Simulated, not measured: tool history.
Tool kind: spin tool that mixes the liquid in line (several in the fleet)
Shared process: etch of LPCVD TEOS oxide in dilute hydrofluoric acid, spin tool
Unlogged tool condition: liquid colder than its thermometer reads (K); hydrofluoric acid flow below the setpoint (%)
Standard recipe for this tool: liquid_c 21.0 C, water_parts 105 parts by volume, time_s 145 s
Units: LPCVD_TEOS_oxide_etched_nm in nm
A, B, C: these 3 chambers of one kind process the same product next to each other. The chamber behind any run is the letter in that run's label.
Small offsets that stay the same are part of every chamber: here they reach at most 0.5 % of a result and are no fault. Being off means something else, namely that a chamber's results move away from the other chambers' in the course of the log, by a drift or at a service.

run,hour,liquid_c,water_parts,time_s,hours since the thermometer was replaced,hours since the hydrofluoric acid flow meter was replaced,"read-back film thickness of the LPCVD TEOS oxide reference wafer, read on the same gauge (nm)",LPCVD_TEOS_oxide_etched_nm
1A,10.6,21.0,105,145,503.5,1077.2,50.016,38.052
2B,24.4,21.0,105,145,552.7,159.5,50.009,37.909
3C,35.0,21.0,105,145,994.4,907.7,49.992,38.143
4C,41.6,21.0,105,145,1001.0,914.3,50.001,38.107
5B,56.4,21.0,105,145,584.7,191.5,49.993,38.032
6A,66.8,21.0,105,145,559.7,1133.4,49.990,38.147
7B,73.5,21.0,105,145,601.8,208.6,49.992,38.010
8A,87.9,21.0,105,145,580.8,1154.5,50.007,37.967
9C,94.8,21.0,105,145,1054.2,967.5,49.962,37.836
10B,107.9,21.0,105,145,636.2,243.0,50.026,37.855
11C,121.7,21.0,105,145,1081.1,994.4,49.985,38.199
12A,135.6,21.0,105,145,628.5,1202.2,49.998,37.970
13A,144.9,21.0,105,145,637.8,1211.5,49.988,37.975
14B,159.6,21.0,140,145,687.9,294.7,50.001,27.219
# hour 167.1: chamber B: thermometer replaced
15C,174.4,21.0,140,145,1133.8,1047.1,49.998,27.469
16C,189.6,21.0,140,145,1149.0,1062.3,49.999,27.393
# hour 199.0: chamber A: hydrofluoric acid flow meter replaced
17A,201.6,21.0,105,145,694.5,2.7,49.997,37.397
18B,216.4,21.0,105,145,49.4,351.5,49.985,37.966
19A,227.8,21.0,105,145,720.7,28.9,50.015,37.598
20B,239.3,21.0,60,120,72.3,374.4,50.023,58.654
21C,253.1,21.0,60,120,1212.5,1125.8,50.016,57.527
22B,262.9,21.0,60,120,95.9,398.0,50.005,58.672
23C,274.1,21.0,105,185,1233.5,1146.8,50.012,48.461
24A,287.6,21.0,105,185,780.5,88.7,50.014,47.268
25B,295.6,21.0,105,185,128.6,430.7,50.011,48.568
26A,308.2,18.0,125,145,801.1,109.3,49.984,26.796
27C,320.7,18.0,125,145,1280.1,1193.4,49.991,27.791
28C,334.3,18.0,125,145,1293.7,1207.0,50.033,27.729
29A,349.1,17.5,105,145,842.0,150.2,50.011,31.732
30B,361.3,17.5,105,145,194.3,496.4,50.007,32.943
31A,368.1,17.5,105,145,861.0,169.2,49.998,31.537

All chambers now run identical settings, listed one chamber a line with results as question marks. What results will each chamber show?
32A,379.1,21.0,105,145,,,,?
32B,379.1,21.0,105,145,,,,?
32C,379.1,21.0,105,145,,,,?

run,LPCVD_TEOS_oxide_etched_nm
32A,36.277
32B,37.893
32C,37.732

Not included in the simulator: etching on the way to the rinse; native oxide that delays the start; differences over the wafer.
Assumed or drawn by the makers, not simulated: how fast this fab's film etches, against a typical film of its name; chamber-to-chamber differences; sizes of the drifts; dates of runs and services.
